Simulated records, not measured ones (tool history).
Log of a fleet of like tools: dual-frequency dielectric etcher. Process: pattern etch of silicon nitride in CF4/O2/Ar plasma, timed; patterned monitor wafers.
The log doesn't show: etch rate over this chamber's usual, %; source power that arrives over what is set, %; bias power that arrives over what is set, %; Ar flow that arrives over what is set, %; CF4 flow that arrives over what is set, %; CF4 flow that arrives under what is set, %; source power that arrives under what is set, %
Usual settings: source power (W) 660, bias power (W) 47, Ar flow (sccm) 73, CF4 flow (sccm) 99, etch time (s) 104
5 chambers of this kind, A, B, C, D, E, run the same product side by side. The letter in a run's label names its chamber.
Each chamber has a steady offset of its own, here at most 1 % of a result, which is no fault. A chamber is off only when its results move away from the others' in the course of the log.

run	hour	source power (W)	bias power (W)	Ar flow (sccm)	CF4 flow (sccm)	etch time (s)	hours since the last wet clean	hours since the last source power generator calibration	hours since the last bias power generator calibration	hours since the last Ar flow controller change	hours since the last CF4 flow controller change	read-back reference wafer on the same gauge, depth_nm	mean etch depth across the wafer (Å)
1C	2.5	660	47	73	99	104	175.9	1780.9	2691.5	865.7	1772.9	303.97	2571.9
2E	7.7	660	47	73	99	104	267.0	1902.3	2040.3	2802.3	721.3	304.01	2557.7
3A	12.5	660	47	73	99	104	172.1	2181.7	31.9	2291.3	818.6	303.94	2564.9
4D	17.0	660	47	73	99	104	51.1	4867.4	2306.4	1997.6	1749.2	304.21	2530.3
5B	21.2	660	47	73	99	104	112.5	1915.7	2914.8	3701.8	1411.6	303.95	2563.5
6A	26.5	660	47	73	99	104	186.1	2195.7	45.9	2305.3	832.6	304.04	2564.5
7D	30.3	660	47	73	99	104	64.4	4880.7	2319.7	2010.9	1762.5	304.00	2537.6
8B	34.2	660	47	73	99	104	125.5	1928.7	2927.8	3714.8	1424.6	304.01	2554.2
9E	37.4	660	47	73	99	104	296.7	1932.0	2070.0	2832.0	751.0	304.11	2545.9
10C	42.8	660	47	73	99	104	216.2	1821.2	2731.8	906.0	1813.2	303.94	2578.4
11B	47.8	660	47	73	99	104	139.1	1942.3	2941.4	3728.4	1438.2	303.87	2558.1
12E	50.6	660	47	73	99	104	309.9	1945.2	2083.2	2845.2	764.2	303.87	2542.3
13C	54.5	660	47	73	99	104	227.9	1832.9	2743.5	917.7	1824.9	304.15	2578.4
14D	58.8	660	47	73	99	104	92.9	4909.2	2348.2	2039.4	1791.0	303.98	2532.9
15A	64.0	660	47	73	99	104	223.6	2233.2	83.4	2342.8	870.1	304.03	2562.0
16C	68.8	660	47	73	99	104	242.2	1847.2	2757.8	932.0	1839.2	303.92	2578.8
17A	72.2	660	47	73	99	104	231.8	2241.4	91.6	2351.0	878.3	304.07	2543.8
18E	77.3	660	47	73	99	104	336.6	1971.9	2109.9	2871.9	790.9	304.16	2542.7
19D	81.2	660	47	73	99	104	115.3	4931.6	2370.6	2061.8	1813.4	303.85	2535.8
# hour 85.9: chamber D: source power generator calibrated
20B	86.6	660	47	73	99	104	177.9	1981.1	2980.2	3767.2	1477.0	304.07	2558.7
21A	90.1	660	47	73	99	104	249.7	2259.3	109.5	2368.9	896.2	303.94	2559.7
22E	94.6	660	47	73	99	104	353.9	1989.2	2127.2	2889.2	808.2	303.98	2565.9
23B	98.0	660	47	73	99	104	189.3	1992.5	2991.6	3778.6	1488.4	303.95	2573.3
24D	102.6	660	47	73	99	104	136.7	16.7	2392.0	2083.2	1834.8	304.02	2491.5
25C	107.6	660	47	73	99	104	281.0	1886.0	2796.6	970.8	1878.0	304.15	2574.3
26B	110.7	660	47	73	99	104	202.0	2005.2	3004.3	3791.3	1501.1	304.07	2566.3
27D	114.4	660	47	73	99	104	148.5	28.5	2403.8	2095.0	1846.6	303.86	2489.5
28E	118.5	660	47	73	99	104	377.8	2013.1	2151.1	2913.1	832.1	304.08	2568.0
29C	121.4	660	47	73	99	104	294.8	1899.8	2810.4	984.6	1891.8	303.86	2566.9
30A	124.6	660	47	73	99	104	284.2	2293.8	144.0	2403.4	930.7	303.87	2551.2
# hour 126.3: chamber E: wet clean of the chamber
31B	128.4	660	56	73	99	104	219.7	2022.9	3022.0	3809.0	1518.8	303.94	2735.1
32A	132.0	660	56	73	99	104	291.6	2301.2	151.4	2410.8	938.1	303.92	2724.6
33D	135.6	660	56	73	99	104	169.7	49.7	2425.0	2116.2	1867.8	304.04	2657.1
34E	140.1	660	56	73	99	104	13.8	2034.7	2172.7	2934.7	853.7	303.92	2712.0
35C	142.8	660	56	73	99	104	316.2	1921.2	2831.8	1006.0	1913.2	303.93	2736.0
36E	145.2	660	47	73	99	104	18.9	2039.8	2177.8	2939.8	858.8	304.07	2547.3
37B	148.6	660	47	73	99	104	239.9	2043.1	3042.2	3829.2	1539.0	304.18	2552.5
38A	153.9	660	47	73	99	104	313.5	2323.1	173.3	2432.7	960.0	303.97	2567.3

What goes on in this fleet: one chamber off, a drifting gauge, or nothing beyond the chambers' own small offsets? Name the chamber and the cause, if any.

A service left chamber D off against the others.
Cause: source power that arrives under what is set, % = 2.03.

Here are 4 candidates for chamber D's next run, each the usual settings with a change, their results left as question marks. Which one brings its results back in line with what the others give on the usual settings?
In line means no further than this from the other chambers' mean on the usual settings: mean etch depth across the wafer (Å) 21.0
39D-1	157.8	660	47	73	99	101.5							?
39D-2	157.8	660	47	73	99	105.0							?
39D-3	157.8	660	46	73	98	104.0							?
39D-4	157.8	660	47	65	111	104.0							?

The other chambers' mean on the usual settings: mean etch depth across the wafer (Å) 2562.1
run	mean etch depth across the wafer (Å)
39D-1	2432.0
39D-2	2515.9
39D-3	2470.6
39D-4	2554.4
39D-4 brings the chamber back in line.
